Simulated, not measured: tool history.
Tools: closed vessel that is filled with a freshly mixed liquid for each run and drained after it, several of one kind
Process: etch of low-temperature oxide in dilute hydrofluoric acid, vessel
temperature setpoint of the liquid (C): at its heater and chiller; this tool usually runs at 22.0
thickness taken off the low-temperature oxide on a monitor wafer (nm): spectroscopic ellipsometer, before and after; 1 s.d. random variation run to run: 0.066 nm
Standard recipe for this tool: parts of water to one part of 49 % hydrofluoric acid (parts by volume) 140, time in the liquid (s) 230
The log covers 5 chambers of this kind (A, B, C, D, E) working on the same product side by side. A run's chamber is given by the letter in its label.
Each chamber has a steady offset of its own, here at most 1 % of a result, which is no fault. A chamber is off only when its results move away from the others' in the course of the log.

run   hour  temperature setpoint of the liquid (C)  parts of water to one part of 49 % hydrofluoric acid (parts by volume)  time in the liquid (s)  hours since the thermometer was replaced  hours since the hydrofluoric acid flow meter was replaced  read-back film thickness of the low-temperature oxide reference wafer, read on the same gauge (nm)  thickness taken off the low-temperature oxide on a monitor wafer (nm)
 1C   10.4                                    22.0                                                                     140                     230                                     214.1                                                     1507.4                                                                                              150.01                                                                 19.744
 2A   15.4                                    22.0                                                                     140                     230                                    1761.0                                                      682.2                                                                                              150.03                                                                 20.057
 3B   20.4                                    22.0                                                                     140                     230                                    2287.2                                                      880.6                                                                                              149.98                                                                 20.123
 4D   27.1                                    22.0                                                                     140                     230                                      44.7                                                      534.9                                                                                              149.99                                                                 20.025
 5E   34.2                                    22.0                                                                     140                     230                                     579.5                                                      282.8                                                                                              149.95                                                                 20.148
 6D   39.0                                    17.5                                                                     140                     185                                      56.6                                                      546.8                                                                                              149.97                                                                 13.387
 7A   47.9                                    17.5                                                                     140                     185                                    1793.5                                                      714.7                                                                                              149.96                                                                 13.585
 8B   56.7                                    17.5                                                                     140                     185                                    2323.5                                                      916.9                                                                                              149.94                                                                 13.553
 9E   64.6                                    17.5                                                                     140                     185                                     609.9                                                      313.2                                                                                              149.98                                                                 13.459
10C   71.5                                    17.5                                                                     140                     185                                     275.2                                                     1568.5                                                                                              149.97                                                                 13.245
      75.2  -- chamber D: hydrofluoric acid flow meter replaced
11B   78.4                                    22.0                                                                      75                     230                                    2345.2                                                      938.6                                                                                              150.00                                                                 40.199
12C   83.0                                    22.0                                                                      75                     230                                     286.7                                                     1580.0                                                                                              149.99                                                                 39.394
13A   88.0                                    22.0                                                                      75                     230                                    1833.6                                                      754.8                                                                                              149.98                                                                 40.873
14D   95.1                                    22.0                                                                      75                     230                                     112.7                                                       19.9                                                                                              149.95                                                                 39.594
15E  103.6                                    22.0                                                                      75                     230                                     648.9                                                      352.2                                                                                              149.95                                                                 40.369
16C  110.9                                    23.5                                                                     140                     135                                     314.6                                                     1607.9                                                                                              150.03                                                                 12.304
17E  118.6                                    23.5                                                                     140                     135                                     663.9                                                      367.2                                                                                              150.03                                                                 12.705
     125.1  -- chamber B: hydrofluoric acid flow meter replaced
18D  126.5                                    23.5                                                                     140                     135                                     144.1                                                       51.3                                                                                              150.02                                                                 12.436
19A  134.8                                    23.5                                                                     140                     135                                    1880.4                                                      801.6                                                                                              150.04                                                                 12.541
20B  140.1                                    23.5                                                                     140                     135                                    2406.9                                                       15.1                                                                                              149.96                                                                 12.565
21C  147.2                                    22.0                                                                     115                     120                                     350.9                                                     1644.2                                                                                              150.05                                                                 12.877
22E  153.5                                    22.0                                                                     115                     120                                     698.8                                                      402.1                                                                                              149.95                                                                 13.364
23B  162.3                                    22.0                                                                     115                     120                                    2429.1                                                       37.3                                                                                              150.00                                                                 13.137
24D  171.3                                    22.0                                                                     115                     120                                     188.9                                                       96.1                                                                                              149.97                                                                 12.926
25A  178.6                                    22.0                                                                     115                     120                                    1924.2                                                      845.4                                                                                              150.04                                                                 13.169
26B  184.6                                    22.0                                                                     140                     230                                    2451.4                                                       59.6                                                                                              149.98                                                                 20.136
27A  190.3                                    22.0                                                                     140                     230                                    1935.9                                                      857.1                                                                                              150.03                                                                 20.265
28D  196.9                                    22.0                                                                     140                     230                                     214.5                                                      121.7                                                                                              150.01                                                                 20.001
29C  201.7                                    22.0                                                                     140                     230                                     405.4                                                     1698.7                                                                                              150.00                                                                 19.764
30E  207.6                                    22.0                                                                     140                     230                                     752.9                                                      456.2                                                                                              150.00                                                                 20.909

The same settings go to every chamber for the next run, one line per chamber below. Forecast the results for each:
31A  215.0                                    22.0                                                                     140                     230                                                                                                                                                                                                                                                                               ?
31B  215.0                                    22.0                                                                     140                     230                                                                                                                                                                                                                                                                               ?
31C  215.0                                    22.0                                                                     140                     230                                                                                                                                                                                                                                                                               ?
31D  215.0                                    22.0                                                                     140                     230                                                                                                                                                                                                                                                                               ?
31E  215.0                                    22.0                                                                     140                     230                                                                                                                                                                                                                                                                               ?

run  thickness taken off the low-temperature oxide on a monitor wafer (nm)
31A                                                                 20.272
31B                                                                 20.081
31C                                                                 19.872
31D                                                                 19.907
31E                                                                 20.797

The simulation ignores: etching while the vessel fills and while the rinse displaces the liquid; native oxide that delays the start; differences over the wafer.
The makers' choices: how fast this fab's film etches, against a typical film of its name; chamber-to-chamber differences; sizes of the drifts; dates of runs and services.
